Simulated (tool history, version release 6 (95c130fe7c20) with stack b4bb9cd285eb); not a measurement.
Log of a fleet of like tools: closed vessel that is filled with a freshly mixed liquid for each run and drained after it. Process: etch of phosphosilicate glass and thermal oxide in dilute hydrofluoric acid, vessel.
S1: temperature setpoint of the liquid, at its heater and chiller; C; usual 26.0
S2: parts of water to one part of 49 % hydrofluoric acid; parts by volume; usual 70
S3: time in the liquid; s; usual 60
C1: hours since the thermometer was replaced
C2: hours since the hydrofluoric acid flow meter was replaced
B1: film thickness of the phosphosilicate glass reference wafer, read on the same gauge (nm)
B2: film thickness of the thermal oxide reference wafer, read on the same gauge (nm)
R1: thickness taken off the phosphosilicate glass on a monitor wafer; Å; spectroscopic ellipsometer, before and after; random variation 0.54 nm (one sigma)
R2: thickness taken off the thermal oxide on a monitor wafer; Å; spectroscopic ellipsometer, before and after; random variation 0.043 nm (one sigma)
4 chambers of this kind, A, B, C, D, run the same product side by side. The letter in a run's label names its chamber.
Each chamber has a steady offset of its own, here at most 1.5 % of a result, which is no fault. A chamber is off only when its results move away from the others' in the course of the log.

run   hour    S1  S2  S3      C1      C2      B1      B2      R1      R2
 1B   10.0  26.0  70  60   547.0   482.2  110.01  120.01  583.74  45.776
 2A   17.1  26.0  70  60  1403.2   942.6  110.00  119.99  578.38  45.464
 3C   23.2  26.0  70  60    61.9   161.1  110.00  120.01  585.84  45.072
 4D   31.5  26.0  70  60   284.9   837.9  109.97  119.98  581.34  46.328
 5A   42.2  26.0  70  60  1428.3   967.7  110.00  119.99  585.21  45.778
 6C   50.3  26.0  70  60    89.0   188.2  110.01  119.99  579.29  45.002
 7B   57.9  26.0  70  60   594.9   530.1  109.99  120.03  593.67  45.943
 8D   68.1  26.0  90  60   321.5   874.5  109.98  119.99  438.95  34.350
 9D   75.0  26.0  90  60   328.4   881.4  109.98  119.97  441.53  34.465
10B   85.1  26.0  90  60   622.1   557.3  110.02  120.05  442.11  34.740
11A   90.3  26.0  90  60  1476.4  1015.8  109.99  120.01  441.31  34.979
12C   98.8  26.0  70  60   137.5   236.7  110.01  119.99  578.52  45.388
13C  106.2  26.0  70  60   144.9   244.1  109.99  120.04  589.07  45.639
14B  114.9  26.0  70  60   651.9   587.1  110.02  119.98  570.00  44.998
15D  120.0  26.0  70  60   373.4   926.4  109.97  120.01  584.01  45.306
16A  130.1  26.0  70  60  1516.2  1055.6  109.98  120.00  586.48  46.588
17C  137.1  26.0  70  60   175.8   275.0  110.00  120.02  592.78  44.623
18B  144.5  26.0  70  60   681.5   616.7  109.99  120.04  570.74  44.968
19A  151.9  26.0  70  60  1538.0  1077.4  110.03  120.00  579.27  45.696
20D  161.1  28.5  70  90   414.5   967.5  110.00  119.99  977.71  75.651
21D  168.6  28.5  70  90   422.0   975.0  109.99  119.97  969.29  76.479
22A  175.9  28.5  70  90  1562.0  1101.4  110.03  120.04  965.54  75.939
23B  183.6  28.5  70  90   720.6   655.8  110.00  120.02  927.18  73.824
     186.8  -- chamber B: hydrofluoric acid flow meter replaced
24C  189.4  26.0  70  60   228.1   327.3  109.99  119.97  578.55  44.533
25C  200.0  26.0  70  60   238.7   337.9  110.01  119.98  581.15  45.023
26D  209.1  26.0  60  80   462.5  1015.5  109.98  119.97  926.91  72.508
27A  215.7  26.0  60  80  1601.8  1141.2  109.98  120.03  917.08  71.608
28B  221.5  26.0  60  80   758.5    34.8  109.99  119.98  878.16  67.297
29C  228.4  26.0  60  80   267.1   366.3  109.99  120.00  908.53  70.132
30A  235.6  26.0  70  60  1621.7  1161.1  109.98  120.02  586.25  46.609
31B  245.9  26.0  70  60   782.9    59.2  109.98  120.00  550.91  42.745
32D  253.1  26.0  70  60   506.5  1059.5  109.99  120.04  584.42  45.446
33B  260.9  26.0  70  60   797.9    74.2  110.00  119.99  554.02  42.256
34C  271.3  26.0  70  60   310.0   409.2  109.98  120.03  582.63  45.173
35D  280.1  26.0  70  60   533.5  1086.5  110.02  119.97  582.03  46.700
36A  290.6  26.0  70  60  1676.7  1216.1  110.05  119.98  589.97  46.873
37C  296.7  26.0  70  60   335.4   434.6  109.99  119.99  570.38  45.536
38D  305.5  26.0  70  60   558.9  1111.9  110.00  120.01  587.99  45.620
39B  314.2  26.0  70  60   851.2   127.5  109.98  120.01  541.45  43.087

All 4 chambers run these settings next. Forecast each chamber's results:
40A  322.2  26.0  70  30                   ?   ?
40B  322.2  26.0  70  30                   ?   ?
40C  322.2  26.0  70  30                   ?   ?
40D  322.2  26.0  70  30                   ?   ?

run      R1      R2
40A  287.68  23.313
40B  266.99  20.830
40C  288.92  22.432
40D  293.98  22.921
